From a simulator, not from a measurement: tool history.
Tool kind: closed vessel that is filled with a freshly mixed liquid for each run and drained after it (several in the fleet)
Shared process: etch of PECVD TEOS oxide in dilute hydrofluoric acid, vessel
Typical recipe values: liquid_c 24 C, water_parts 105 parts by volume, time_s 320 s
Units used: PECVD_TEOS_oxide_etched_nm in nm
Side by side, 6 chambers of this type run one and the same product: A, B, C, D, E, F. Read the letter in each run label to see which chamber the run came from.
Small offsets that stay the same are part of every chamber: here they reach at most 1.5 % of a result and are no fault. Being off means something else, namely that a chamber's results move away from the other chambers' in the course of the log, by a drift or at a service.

run,day,liquid_c,water_parts,time_s,hours since the thermometer was replaced,hours since the hydrofluoric acid flow meter was replaced,"read-back film thickness of the PECVD TEOS oxide reference wafer, read on the same gauge (nm)",PECVD_TEOS_oxide_etched_nm
1C,0.354,24,105,320,529.3,630.8,119.99,25.688
2A,0.508,24,105,320,627.4,45,120.01,25.948
3E,0.858,24,105,320,62.2,224,119.99,26.108
4D,1.125,24,105,320,634.9,1503.3,119.97,25.889
5B,1.433,24,105,320,408.1,259.9,120.01,26.09
6F,1.65,24,105,320,210.9,470.9,120,25.616
# day 1.712: chamber F: hydrofluoric acid flow meter replaced
7B,1.817,24,105,320,417.3,269.1,120.02,25.976
8C,2.146,24,105,320,572.3,673.8,119.99,25.882
9D,2.3,24,105,320,663.1,1531.5,120.02,25.897
10A,2.562,24,105,320,676.7,94.3,120.03,26.181
11E,2.879,24,75,470,110.7,272.5,119.95,55.606
12F,3.183,24,75,470,247.7,35.4,120.01,54.489
13B,3.354,24,75,470,454.2,306,120,54.433
14D,3.533,24,75,470,692.7,1561.1,120,54.858
15C,3.862,24,75,470,613.5,715,120,55.084
16A,4.146,24,75,470,714.7,132.3,120,55.463
17F,4.342,24,105,320,275.5,63.2,119.99,26.119
18E,4.517,24,105,320,150,311.8,120.01,25.806
19E,4.825,24,105,320,157.4,319.2,119.95,26.103
20B,5.158,24,105,320,497.5,349.3,120.03,25.173
21A,5.362,24,105,320,743.9,161.5,120,26.038
22D,5.588,24,105,320,742,1610.4,119.96,25.832
23C,5.854,24,105,320,661.3,762.8,120.02,25.877
24F,6.175,24,105,320,319.5,107.2,120.04,25.888
25B,6.4,24,105,320,527.3,379.1,120,25.244
26A,6.583,24,105,320,773.2,190.8,119.95,26.115
27E,6.871,24,105,320,206.5,368.3,119.96,25.712
28F,7.129,24,105,320,342.4,130.1,120,25.608
29C,7.354,24,105,320,697.3,798.8,119.97,26.036
30D,7.65,24,105,320,791.5,1659.9,119.99,25.97
31E,7.858,24,105,320,230.2,392,120.02,25.566
32F,8.092,24,105,320,365.5,153.2,120,25.841
33D,8.358,24,105,320,808.5,1676.9,120.01,25.769
34A,8.712,24,105,320,824.3,241.9,120.02,26.313
35B,9.033,28,105,180,590.5,442.3,120,16.511
36C,9.375,28,105,180,745.8,847.3,119.98,16.906
37E,9.558,28,105,180,271,432.8,119.97,17.189
38F,9.717,28,105,180,404.5,192.2,119.98,16.86
39C,9.9,28,105,180,758.4,859.9,120,16.903
40A,10.15,28,105,180,858.8,276.4,120,17.108
41D,10.496,24,105,320,859.8,1728.2,120,25.907
42B,10.683,24,105,320,630.1,481.9,120.06,24.514

Is one chamber out of step, is the gauge drifting, or do the chambers differ by no more than their own small offsets? For an off chamber, give its letter and the likeliest cause.

Little by little, chamber B moves away from the other chambers.
Cause: liquid colder than its thermometer reads (K) = 1.37.
The log may not separate it from: hydrofluoric acid flow below the setpoint (%).

Chamber B could run next with any of the 4 candidate recipes listed below; each alters the usual settings, and their results appear as question marks. Which one brings its results back in line with what the other chambers deliver on the usual settings?
Maximum distance from the other chambers' mean on the usual settings for a result to count as in line: PECVD_TEOS_oxide_etched_nm 0.55 nm
43B-1,10.938,24,105,305,,,,?
43B-2,10.938,24,100,320,,,,?
43B-3,10.938,24,105,315,,,,?
43B-4,10.938,24,105,325,,,,?

The other chambers' mean on the usual settings: PECVD_TEOS_oxide_etched_nm 25.873 nm
run,PECVD_TEOS_oxide_etched_nm
43B-1,23.249
43B-2,25.741
43B-3,24.011
43B-4,24.773
The answer is 43B-2, which returns the chamber to within the allowed miss of the others.

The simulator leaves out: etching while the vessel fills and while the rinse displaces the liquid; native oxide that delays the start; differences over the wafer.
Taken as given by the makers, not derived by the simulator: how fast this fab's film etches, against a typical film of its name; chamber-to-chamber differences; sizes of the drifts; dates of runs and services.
